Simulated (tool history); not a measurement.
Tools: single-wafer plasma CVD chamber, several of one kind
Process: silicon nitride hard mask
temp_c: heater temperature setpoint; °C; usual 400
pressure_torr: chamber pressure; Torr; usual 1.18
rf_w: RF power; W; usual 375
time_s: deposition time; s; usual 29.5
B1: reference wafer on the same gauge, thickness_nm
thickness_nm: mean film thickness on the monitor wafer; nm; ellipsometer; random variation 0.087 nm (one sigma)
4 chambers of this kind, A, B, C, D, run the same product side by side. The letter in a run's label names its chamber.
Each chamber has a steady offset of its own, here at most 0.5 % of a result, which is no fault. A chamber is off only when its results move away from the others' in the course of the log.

{"run": "1A", "hour": 6.1, "temp_c": 400, "pressure_torr": 1.18, "rf_w": 375, "time_s": 29.5, "B1": 42.104, "thickness_nm": 35.721}
{"run": "2B", "hour": 9.6, "temp_c": 400, "pressure_torr": 1.18, "rf_w": 375, "time_s": 29.5, "B1": 42.106, "thickness_nm": 35.854}
{"run": "3D", "hour": 13.7, "temp_c": 400, "pressure_torr": 1.18, "rf_w": 375, "time_s": 29.5, "B1": 42.085, "thickness_nm": 35.961}
{"run": "4C", "hour": 18.8, "temp_c": 400, "pressure_torr": 1.18, "rf_w": 375, "time_s": 29.5, "B1": 42.109, "thickness_nm": 35.652}
{"run": "5A", "hour": 24.0, "temp_c": 400, "pressure_torr": 1.36, "rf_w": 375, "time_s": 29.5, "B1": 42.102, "thickness_nm": 37.373}
{"run": "6C", "hour": 27.1, "temp_c": 400, "pressure_torr": 1.36, "rf_w": 375, "time_s": 29.5, "B1": 42.088, "thickness_nm": 37.035}
{"run": "7D", "hour": 30.9, "temp_c": 400, "pressure_torr": 1.36, "rf_w": 375, "time_s": 29.5, "B1": 42.083, "thickness_nm": 37.358}
{"run": "8B", "hour": 36.6, "temp_c": 400, "pressure_torr": 1.36, "rf_w": 375, "time_s": 29.5, "B1": 42.097, "thickness_nm": 37.609}
{"run": "9A", "hour": 41.4, "temp_c": 400, "pressure_torr": 1.18, "rf_w": 375, "time_s": 29.5, "B1": 42.106, "thickness_nm": 35.856}
{"run": "10C", "hour": 46.4, "temp_c": 400, "pressure_torr": 1.18, "rf_w": 375, "time_s": 29.5, "B1": 42.108, "thickness_nm": 35.552}
{"run": "11D", "hour": 52.0, "temp_c": 400, "pressure_torr": 1.18, "rf_w": 375, "time_s": 29.5, "B1": 42.137, "thickness_nm": 35.893}
{"run": "12B", "hour": 55.0, "temp_c": 400, "pressure_torr": 1.18, "rf_w": 375, "time_s": 29.5, "B1": 42.121, "thickness_nm": 35.901}
{"run": "13B", "hour": 59.9, "temp_c": 400, "pressure_torr": 1.18, "rf_w": 375, "time_s": 29.5, "B1": 42.114, "thickness_nm": 35.828}
{"run": "14C", "hour": 64.1, "temp_c": 400, "pressure_torr": 1.18, "rf_w": 375, "time_s": 29.5, "B1": 42.123, "thickness_nm": 35.603}
{"run": "15D", "hour": 67.9, "temp_c": 400, "pressure_torr": 1.18, "rf_w": 375, "time_s": 29.5, "B1": 42.1, "thickness_nm": 36.017}
{"run": "16A", "hour": 73.4, "temp_c": 400, "pressure_torr": 1.18, "rf_w": 375, "time_s": 29.5, "B1": 42.115, "thickness_nm": 35.682}
{"run": "17D", "hour": 77.4, "temp_c": 400, "pressure_torr": 1.18, "rf_w": 375, "time_s": 29.5, "B1": 42.126, "thickness_nm": 35.789}
{"run": "18A", "hour": 80.4, "temp_c": 400, "pressure_torr": 1.18, "rf_w": 375, "time_s": 29.5, "B1": 42.121, "thickness_nm": 35.789}
{"run": "19B", "hour": 84.6, "temp_c": 400, "pressure_torr": 1.18, "rf_w": 375, "time_s": 29.5, "B1": 42.097, "thickness_nm": 35.937}
{"run": "20C", "hour": 91.4, "temp_c": 400, "pressure_torr": 1.18, "rf_w": 375, "time_s": 29.5, "B1": 42.104, "thickness_nm": 35.734}
{"run": "21A", "hour": 94.6, "temp_c": 400, "pressure_torr": 1.18, "rf_w": 375, "time_s": 29.5, "B1": 42.116, "thickness_nm": 35.898}
{"run": "22D", "hour": 99.0, "temp_c": 400, "pressure_torr": 1.18, "rf_w": 375, "time_s": 29.5, "B1": 42.071, "thickness_nm": 35.686}
{"run": "23B", "hour": 102.9, "temp_c": 400, "pressure_torr": 1.18, "rf_w": 375, "time_s": 29.5, "B1": 42.096, "thickness_nm": 35.946}
{"hour": 103.3, "done": "chamber B: capacitance manometer re-zeroed and calibrated"}
{"run": "24C", "hour": 107.3, "temp_c": 400, "pressure_torr": 1.18, "rf_w": 375, "time_s": 29.5, "B1": 42.092, "thickness_nm": 35.674}
{"run": "25A", "hour": 111.1, "temp_c": 400, "pressure_torr": 1.18, "rf_w": 375, "time_s": 29.5, "B1": 42.103, "thickness_nm": 35.713}
{"run": "26D", "hour": 114.4, "temp_c": 400, "pressure_torr": 1.18, "rf_w": 375, "time_s": 29.5, "B1": 42.088, "thickness_nm": 35.829}
{"run": "27B", "hour": 120.8, "temp_c": 400, "pressure_torr": 1.18, "rf_w": 375, "time_s": 29.5, "B1": 42.109, "thickness_nm": 35.149}
{"run": "28C", "hour": 125.1, "temp_c": 400, "pressure_torr": 1.18, "rf_w": 375, "time_s": 29.5, "B1": 42.11, "thickness_nm": 35.458}
{"run": "29C", "hour": 128.6, "temp_c": 400, "pressure_torr": 1.18, "rf_w": 375, "time_s": 29.5, "B1": 42.121, "thickness_nm": 35.599}
{"hour": 131.6, "done": "chamber C: capacitance manometer re-zeroed and calibrated"}
{"run": "30B", "hour": 131.6, "temp_c": 400, "pressure_torr": 1.18, "rf_w": 375, "time_s": 29.5, "B1": 42.093, "thickness_nm": 35.19}
{"run": "31D", "hour": 137.5, "temp_c": 400, "pressure_torr": 1.18, "rf_w": 375, "time_s": 29.5, "B1": 42.115, "thickness_nm": 35.76}
{"hour": 141.1, "done": "chamber D: capacitance manometer re-zeroed and calibrated"}
{"run": "32A", "hour": 141.6, "temp_c": 400, "pressure_torr": 1.18, "rf_w": 375, "time_s": 29.5, "B1": 42.098, "thickness_nm": 35.751}
{"run": "33A", "hour": 145.0, "temp_c": 400, "pressure_torr": 1.18, "rf_w": 375, "time_s": 29.5, "B1": 42.094, "thickness_nm": 35.729}
{"run": "34C", "hour": 148.2, "temp_c": 400, "pressure_torr": 1.18, "rf_w": 375, "time_s": 29.5, "B1": 42.087, "thickness_nm": 35.607}
{"run": "35B", "hour": 153.2, "temp_c": 400, "pressure_torr": 1.18, "rf_w": 375, "time_s": 29.5, "B1": 42.088, "thickness_nm": 35.175}
{"run": "36D", "hour": 159.7, "temp_c": 400, "pressure_torr": 1.18, "rf_w": 375, "time_s": 29.5, "B1": 42.096, "thickness_nm": 35.882}
{"run": "37C", "hour": 164.7, "temp_c": 400, "pressure_torr": 1.18, "rf_w": 375, "time_s": 29.5, "B1": 42.124, "thickness_nm": 35.694}
{"run": "38B", "hour": 168.6, "temp_c": 400, "pressure_torr": 1.18, "rf_w": 375, "time_s": 29.5, "B1": 42.108, "thickness_nm": 35.039}
{"run": "39A", "hour": 172.5, "temp_c": 406, "pressure_torr": 1.18, "rf_w": 375, "time_s": 29.5, "B1": 42.102, "thickness_nm": 35.757}
{"run": "40D", "hour": 176.1, "temp_c": 406, "pressure_torr": 1.18, "rf_w": 375, "time_s": 29.5, "B1": 42.109, "thickness_nm": 35.897}
{"run": "41D", "hour": 180.5, "temp_c": 406, "pressure_torr": 1.18, "rf_w": 375, "time_s": 29.5, "B1": 42.102, "thickness_nm": 35.826}
{"run": "42B", "hour": 187.3, "temp_c": 406, "pressure_torr": 1.18, "rf_w": 375, "time_s": 29.5, "B1": 42.12, "thickness_nm": 35.085}

All 4 chambers run these settings next. Forecast each chamber's results:
{"run": "43A", "hour": 192.1, "temp_c": 405, "pressure_torr": 1.18, "rf_w": 375, "time_s": 29.5, "thickness_nm": "?"}
{"run": "43B", "hour": 192.1, "temp_c": 405, "pressure_torr": 1.18, "rf_w": 375, "time_s": 29.5, "thickness_nm": "?"}
{"run": "43C", "hour": 192.1, "temp_c": 405, "pressure_torr": 1.18, "rf_w": 375, "time_s": 29.5, "thickness_nm": "?"}
{"run": "43D", "hour": 192.1, "temp_c": 405, "pressure_torr": 1.18, "rf_w": 375, "time_s": 29.5, "thickness_nm": "?"}

run=43A thickness_nm=35.904
run=43B thickness_nm=34.947
run=43C thickness_nm=35.450
run=43D thickness_nm=35.864
